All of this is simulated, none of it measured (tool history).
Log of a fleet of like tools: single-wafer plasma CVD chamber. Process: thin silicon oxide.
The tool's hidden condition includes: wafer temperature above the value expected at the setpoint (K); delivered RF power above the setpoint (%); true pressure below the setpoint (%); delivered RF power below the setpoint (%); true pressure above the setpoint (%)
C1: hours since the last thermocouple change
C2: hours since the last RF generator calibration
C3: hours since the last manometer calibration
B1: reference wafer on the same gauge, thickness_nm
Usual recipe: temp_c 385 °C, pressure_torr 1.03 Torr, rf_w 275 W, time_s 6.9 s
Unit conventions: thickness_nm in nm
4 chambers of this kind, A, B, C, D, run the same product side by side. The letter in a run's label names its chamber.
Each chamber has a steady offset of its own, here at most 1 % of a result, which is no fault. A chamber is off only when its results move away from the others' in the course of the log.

{"run": "1C", "hour": 5.5, "temp_c": 385, "pressure_torr": 1.03, "rf_w": 275, "time_s": 6.9, "C1": 409.6, "C2": 622.1, "C3": 973.8, "B1": 13.405, "thickness_nm": 15.266}
{"run": "2B", "hour": 11.7, "temp_c": 385, "pressure_torr": 1.03, "rf_w": 275, "time_s": 6.9, "C1": 1093.2, "C2": 798.8, "C3": 562.4, "B1": 13.394, "thickness_nm": 15.31}
{"run": "3A", "hour": 15.2, "temp_c": 385, "pressure_torr": 1.03, "rf_w": 275, "time_s": 6.9, "C1": 1116, "C2": 33.9, "C3": 1589.3, "B1": 13.406, "thickness_nm": 15.112}
{"run": "4D", "hour": 20.2, "temp_c": 385, "pressure_torr": 1.03, "rf_w": 275, "time_s": 6.9, "C1": 1011.8, "C2": 871.1, "C3": 2471.2, "B1": 13.388, "thickness_nm": 15.189}
{"run": "5B", "hour": 23.0, "temp_c": 385, "pressure_torr": 1.03, "rf_w": 245, "time_s": 5.81, "C1": 1104.5, "C2": 810.1, "C3": 573.7, "B1": 13.398, "thickness_nm": 12.247}
{"run": "6A", "hour": 27.6, "temp_c": 385, "pressure_torr": 1.03, "rf_w": 245, "time_s": 5.81, "C1": 1128.4, "C2": 46.3, "C3": 1601.7, "B1": 13.393, "thickness_nm": 12.168}
{"run": "7D", "hour": 30.5, "temp_c": 385, "pressure_torr": 1.03, "rf_w": 245, "time_s": 5.81, "C1": 1022.1, "C2": 881.4, "C3": 2481.5, "B1": 13.405, "thickness_nm": 12.146}
{"run": "8C", "hour": 36.2, "temp_c": 385, "pressure_torr": 1.03, "rf_w": 245, "time_s": 5.81, "C1": 440.3, "C2": 652.8, "C3": 1004.5, "B1": 13.399, "thickness_nm": 12.106}
{"run": "9D", "hour": 41.3, "temp_c": 385, "pressure_torr": 1.03, "rf_w": 275, "time_s": 6.9, "C1": 1032.9, "C2": 892.2, "C3": 2492.3, "B1": 13.404, "thickness_nm": 15.275}
{"run": "10C", "hour": 45.4, "temp_c": 385, "pressure_torr": 1.03, "rf_w": 275, "time_s": 6.9, "C1": 449.5, "C2": 662, "C3": 1013.7, "B1": 13.404, "thickness_nm": 15.182}
{"run": "11A", "hour": 50.9, "temp_c": 385, "pressure_torr": 1.03, "rf_w": 275, "time_s": 6.9, "C1": 1151.7, "C2": 69.6, "C3": 1625, "B1": 13.398, "thickness_nm": 15.292}
{"run": "12B", "hour": 56.1, "temp_c": 385, "pressure_torr": 1.03, "rf_w": 275, "time_s": 6.9, "C1": 1137.6, "C2": 843.2, "C3": 606.8, "B1": 13.399, "thickness_nm": 15.366}
{"run": "13A", "hour": 61.0, "temp_c": 385, "pressure_torr": 1.03, "rf_w": 275, "time_s": 6.9, "C1": 1161.8, "C2": 79.7, "C3": 1635.1, "B1": 13.407, "thickness_nm": 15.123}
{"run": "14B", "hour": 67.3, "temp_c": 385, "pressure_torr": 1.03, "rf_w": 275, "time_s": 6.9, "C1": 1148.8, "C2": 854.4, "C3": 618, "B1": 13.408, "thickness_nm": 15.299}
{"run": "15C", "hour": 71.5, "temp_c": 385, "pressure_torr": 1.03, "rf_w": 275, "time_s": 6.9, "C1": 475.6, "C2": 688.1, "C3": 1039.8, "B1": 13.389, "thickness_nm": 15.11}
{"run": "16D", "hour": 75.6, "temp_c": 385, "pressure_torr": 1.03, "rf_w": 275, "time_s": 6.9, "C1": 1067.2, "C2": 926.5, "C3": 2526.6, "B1": 13.395, "thickness_nm": 15.101}
{"run": "17D", "hour": 80.6, "temp_c": 385, "pressure_torr": 0.83, "rf_w": 275, "time_s": 6.9, "C1": 1072.2, "C2": 931.5, "C3": 2531.6, "B1": 13.393, "thickness_nm": 12.907}
{"run": "18C", "hour": 86.9, "temp_c": 385, "pressure_torr": 0.83, "rf_w": 275, "time_s": 6.9, "C1": 491, "C2": 703.5, "C3": 1055.2, "B1": 13.412, "thickness_nm": 12.756}
{"hour": 90.8, "done": "chamber D: capacitance manometer re-zeroed and calibrated"}
{"run": "19A", "hour": 91.8, "temp_c": 385, "pressure_torr": 0.83, "rf_w": 275, "time_s": 6.9, "C1": 1192.6, "C2": 110.5, "C3": 1665.9, "B1": 13.405, "thickness_nm": 12.818}
{"run": "20B", "hour": 97.5, "temp_c": 385, "pressure_torr": 0.83, "rf_w": 275, "time_s": 6.9, "C1": 1179, "C2": 884.6, "C3": 648.2, "B1": 13.405, "thickness_nm": 12.773}
{"run": "21C", "hour": 101.6, "temp_c": 385, "pressure_torr": 1.03, "rf_w": 275, "time_s": 6.9, "C1": 505.7, "C2": 718.2, "C3": 1069.9, "B1": 13.414, "thickness_nm": 15.115}
{"run": "22D", "hour": 105.9, "temp_c": 385, "pressure_torr": 1.03, "rf_w": 275, "time_s": 6.9, "C1": 1097.5, "C2": 956.8, "C3": 15.1, "B1": 13.405, "thickness_nm": 15.217}
{"run": "23A", "hour": 109.8, "temp_c": 385, "pressure_torr": 1.03, "rf_w": 275, "time_s": 6.9, "C1": 1210.6, "C2": 128.5, "C3": 1683.9, "B1": 13.402, "thickness_nm": 15.214}
{"run": "24B", "hour": 114.6, "temp_c": 385, "pressure_torr": 1.03, "rf_w": 275, "time_s": 6.9, "C1": 1196.1, "C2": 901.7, "C3": 665.3, "B1": 13.412, "thickness_nm": 15.304}
{"run": "25A", "hour": 118.6, "temp_c": 385, "pressure_torr": 1.03, "rf_w": 275, "time_s": 7.93, "C1": 1219.4, "C2": 137.3, "C3": 1692.7, "B1": 13.386, "thickness_nm": 17.525}
{"run": "26D", "hour": 124.8, "temp_c": 385, "pressure_torr": 1.03, "rf_w": 275, "time_s": 7.93, "C1": 1116.4, "C2": 975.7, "C3": 34, "B1": 13.392, "thickness_nm": 17.474}
{"run": "27B", "hour": 128.8, "temp_c": 385, "pressure_torr": 1.03, "rf_w": 275, "time_s": 7.93, "C1": 1210.3, "C2": 915.9, "C3": 679.5, "B1": 13.402, "thickness_nm": 17.551}
{"run": "28C", "hour": 131.9, "temp_c": 385, "pressure_torr": 1.03, "rf_w": 275, "time_s": 7.93, "C1": 536, "C2": 748.5, "C3": 1100.2, "B1": 13.399, "thickness_nm": 17.442}
{"run": "29D", "hour": 137.7, "temp_c": 385, "pressure_torr": 1.03, "rf_w": 275, "time_s": 6.9, "C1": 1129.3, "C2": 988.6, "C3": 46.9, "B1": 13.407, "thickness_nm": 15.251}
{"run": "30A", "hour": 140.5, "temp_c": 385, "pressure_torr": 1.03, "rf_w": 275, "time_s": 6.9, "C1": 1241.3, "C2": 159.2, "C3": 1714.6, "B1": 13.401, "thickness_nm": 15.224}
{"run": "31C", "hour": 145.6, "temp_c": 385, "pressure_torr": 1.03, "rf_w": 275, "time_s": 6.9, "C1": 549.7, "C2": 762.2, "C3": 1113.9, "B1": 13.394, "thickness_nm": 15.178}
{"run": "32B", "hour": 148.6, "temp_c": 385, "pressure_torr": 1.03, "rf_w": 275, "time_s": 6.9, "C1": 1230.1, "C2": 935.7, "C3": 699.3, "B1": 13.405, "thickness_nm": 15.327}
{"run": "33D", "hour": 152.2, "temp_c": 385, "pressure_torr": 1.03, "rf_w": 275, "time_s": 6.9, "C1": 1143.8, "C2": 1003.1, "C3": 61.4, "B1": 13.407, "thickness_nm": 15.282}
{"run": "34A", "hour": 157.2, "temp_c": 385, "pressure_torr": 1.03, "rf_w": 275, "time_s": 6.9, "C1": 1258, "C2": 175.9, "C3": 1731.3, "B1": 13.405, "thickness_nm": 15.194}
{"run": "35B", "hour": 163.3, "temp_c": 385, "pressure_torr": 1.03, "rf_w": 275, "time_s": 6.9, "C1": 1244.8, "C2": 950.4, "C3": 714, "B1": 13.403, "thickness_nm": 15.264}
{"run": "36C", "hour": 167.4, "temp_c": 385, "pressure_torr": 1.03, "rf_w": 275, "time_s": 6.9, "C1": 571.5, "C2": 784, "C3": 1135.7, "B1": 13.406, "thickness_nm": 15.184}
{"hour": 171.3, "done": "chamber B: RF generator calibrated"}
{"run": "37C", "hour": 173.1, "temp_c": 385, "pressure_torr": 1.03, "rf_w": 275, "time_s": 6.9, "C1": 577.2, "C2": 789.7, "C3": 1141.4, "B1": 13.404, "thickness_nm": 15.244}
{"run": "38A", "hour": 178.5, "temp_c": 395, "pressure_torr": 1.03, "rf_w": 275, "time_s": 6.9, "C1": 1279.3, "C2": 197.2, "C3": 1752.6, "B1": 13.398, "thickness_nm": 15.162}
{"run": "39B", "hour": 185.0, "temp_c": 395, "pressure_torr": 1.03, "rf_w": 275, "time_s": 6.9, "C1": 1266.5, "C2": 13.7, "C3": 735.7, "B1": 13.389, "thickness_nm": 15.218}

Decide between three cases: one chamber stands off from its peers, the gauge reading all wafers drifts, or nothing is wrong past each chamber's small offset. Where a chamber is off, say which and what most likely put it there.

All chambers stay in line apart from their small fixed offsets, and the gauge does not drift.

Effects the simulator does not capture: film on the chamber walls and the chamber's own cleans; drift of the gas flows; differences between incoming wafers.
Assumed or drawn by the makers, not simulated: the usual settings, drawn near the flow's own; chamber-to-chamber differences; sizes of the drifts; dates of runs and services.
